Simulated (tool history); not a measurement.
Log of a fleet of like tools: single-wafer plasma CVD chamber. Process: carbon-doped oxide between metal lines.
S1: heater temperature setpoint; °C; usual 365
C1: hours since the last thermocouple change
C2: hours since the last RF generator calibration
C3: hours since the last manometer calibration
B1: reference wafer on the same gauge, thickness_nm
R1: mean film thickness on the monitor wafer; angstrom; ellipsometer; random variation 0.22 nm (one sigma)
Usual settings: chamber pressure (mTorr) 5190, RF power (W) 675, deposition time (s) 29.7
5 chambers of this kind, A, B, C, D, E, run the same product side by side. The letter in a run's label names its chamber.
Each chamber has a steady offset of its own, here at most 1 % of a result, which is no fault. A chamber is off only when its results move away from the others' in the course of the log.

Run 1A, day 0.417: usual settings; C1 313.2; C2 541.4; C3 2096.1; B1 179.01. Result: R1 1768.8 angstrom.
Run 2E, day 0.758: usual settings; C1 1463.5; C2 877.0; C3 1158.2; B1 179.07. Result: R1 1749.8 angstrom.
At day 1.088: chamber B: RF generator calibrated.
Run 3D, day 1.183: usual settings; C1 1393.8; C2 190.2; C3 1012.7; B1 179.11. Result: R1 1764.0 angstrom.
Run 4C, day 1.442: usual settings; C1 292.4; C2 2068.0; C3 412.0; B1 179.10. Result: R1 1776.1 angstrom.
Run 5B, day 1.700: usual settings; C1 2301.1; C2 14.7; C3 1738.4; B1 179.06. Result: R1 1758.2 angstrom.
Run 6E, day 2.125: usual settings; C1 1496.3; C2 909.8; C3 1191.0; B1 179.11. Result: R1 1751.6 angstrom.
Run 7A, day 2.562: usual settings but S1 377 °C, chamber pressure (mTorr) 4280; C1 364.7; C2 592.9; C3 2147.6; B1 179.16. Result: R1 1675.3 angstrom.
Run 8C, day 2.988: usual settings but S1 377 °C, chamber pressure (mTorr) 4280; C1 329.5; C2 2105.1; C3 449.1; B1 179.20. Result: R1 1681.3 angstrom.
Run 9B, day 3.342: usual settings but S1 377 °C, chamber pressure (mTorr) 4280; C1 2340.5; C2 54.1; C3 1777.8; B1 179.14. Result: R1 1661.8 angstrom.
Run 10D, day 3.588: usual settings but S1 377 °C, chamber pressure (mTorr) 4280; C1 1451.5; C2 247.9; C3 1070.4; B1 179.21. Result: R1 1668.6 angstrom.
Run 11E, day 3.842: usual settings but S1 377 °C, chamber pressure (mTorr) 4280; C1 1537.5; C2 951.0; C3 1232.2; B1 179.26. Result: R1 1657.3 angstrom.
At day 4.054: chamber B: capacitance manometer re-zeroed and calibrated.
Run 12B, day 4.246: usual settings; C1 2362.2; C2 75.8; C3 4.6; B1 179.31. Result: R1 1759.7 angstrom.
Run 13D, day 4.667: usual settings; C1 1477.4; C2 273.8; C3 1096.3; B1 179.31. Result: R1 1767.1 angstrom.
Run 14A, day 5.054: usual settings; C1 424.5; C2 652.7; C3 2207.4; B1 179.29. Result: R1 1766.5 angstrom.
Run 15C, day 5.321: usual settings; C1 385.5; C2 2161.1; C3 505.1; B1 179.39. Result: R1 1777.6 angstrom.
Run 16C, day 5.617: usual settings; C1 392.6; C2 2168.2; C3 512.2; B1 179.47. Result: R1 1778.3 angstrom.
Run 17E, day 5.958: usual settings; C1 1588.3; C2 1001.8; C3 1283.0; B1 179.45. Result: R1 1750.8 angstrom.
Run 18A, day 6.192: usual settings; C1 451.8; C2 680.0; C3 2234.7; B1 179.46. Result: R1 1761.7 angstrom.
Run 19B, day 6.567: usual settings but RF power (W) 795; C1 2417.9; C2 131.5; C3 60.3; B1 179.48. Result: R1 1935.8 angstrom.
Run 20D, day 6.825: usual settings but RF power (W) 795; C1 1529.2; C2 325.6; C3 1148.1; B1 179.51. Result: R1 1954.9 angstrom.
Run 21A, day 7.250: usual settings but RF power (W) 795; C1 477.2; C2 705.4; C3 2260.1; B1 179.51. Result: R1 1952.9 angstrom.
Run 22C, day 7.608: usual settings but RF power (W) 795; C1 440.4; C2 2216.0; C3 560.0; B1 179.56. Result: R1 1963.1 angstrom.
Run 23D, day 7.850: usual settings but RF power (W) 795; C1 1553.8; C2 350.2; C3 1172.7; B1 179.59. Result: R1 1953.1 angstrom.
At day 8.025: chamber C: RF generator calibrated.
Run 24E, day 8.154: usual settings; C1 1641.0; C2 1054.5; C3 1335.7; B1 179.58. Result: R1 1751.5 angstrom.
Run 25B, day 8.412: usual settings; C1 2462.2; C2 175.8; C3 104.6; B1 179.63. Result: R1 1763.4 angstrom.
Run 26A, day 8.771: usual settings; C1 513.7; C2 741.9; C3 2296.6; B1 179.62. Result: R1 1767.4 angstrom.
Run 27C, day 9.125: usual settings but S1 352 °C, deposition time (s) 26.0; C1 476.8; C2 26.5; C3 596.4; B1 179.64. Result: R1 1618.0 angstrom.
Run 28D, day 9.433: usual settings but S1 352 °C, deposition time (s) 26.0; C1 1591.8; C2 388.2; C3 1210.7; B1 179.70. Result: R1 1610.0 angstrom.
Run 29B, day 9.675: usual settings but S1 352 °C, deposition time (s) 26.0; C1 2492.5; C2 206.1; C3 134.9; B1 179.68. Result: R1 1599.8 angstrom.
At day 9.983: chamber E: thermocouple changed; heater temperature recalibrated.
Run 30E, day 10.029: usual settings but S1 352 °C, deposition time (s) 26.0; C1 1.2; C2 1099.5; C3 1380.7; B1 179.71. Result: R1 1590.0 angstrom.
Run 31B, day 10.371: usual settings but S1 352 °C, deposition time (s) 26.0; C1 2509.2; C2 222.8; C3 151.6; B1 179.76. Result: R1 1603.1 angstrom.
Run 32C, day 10.792: usual settings; C1 516.8; C2 66.5; C3 636.4; B1 179.75. Result: R1 1785.0 angstrom.
Run 33D, day 11.025: usual settings but S1 374 °C, RF power (W) 580; C1 1630.0; C2 426.4; C3 1248.9; B1 179.83. Result: R1 1579.6 angstrom.
Run 34E, day 11.383: usual settings but S1 374 °C, RF power (W) 580; C1 33.7; C2 1132.0; C3 1413.2; B1 179.85. Result: R1 1565.0 angstrom.
Run 35A, day 11.642: usual settings but S1 374 °C, RF power (W) 580; C1 582.6; C2 810.8; C3 2365.5; B1 179.83. Result: R1 1575.8 angstrom.
Run 36E, day 12.000: usual settings but S1 374 °C, RF power (W) 580; C1 48.5; C2 1146.8; C3 1428.0; B1 179.80. Result: R1 1568.7 angstrom.
Run 37D, day 12.275: usual settings but S1 374 °C, RF power (W) 580; C1 1660.0; C2 456.4; C3 1278.9; B1 179.81. Result: R1 1580.5 angstrom.
Run 38A, day 12.671: usual settings but RF power (W) 615, deposition time (s) 35.4; C1 607.3; C2 835.5; C3 2390.2; B1 179.89. Result: R1 1984.3 angstrom.

What goes on in this fleet: one chamber off, a drifting gauge, or nothing beyond the chambers' own small offsets? Name the chamber and the cause, if any.

The gauge drifts, so all chambers seem to drift together. No chamber is off.
Cause: gauge reads high (%) = 0.511.
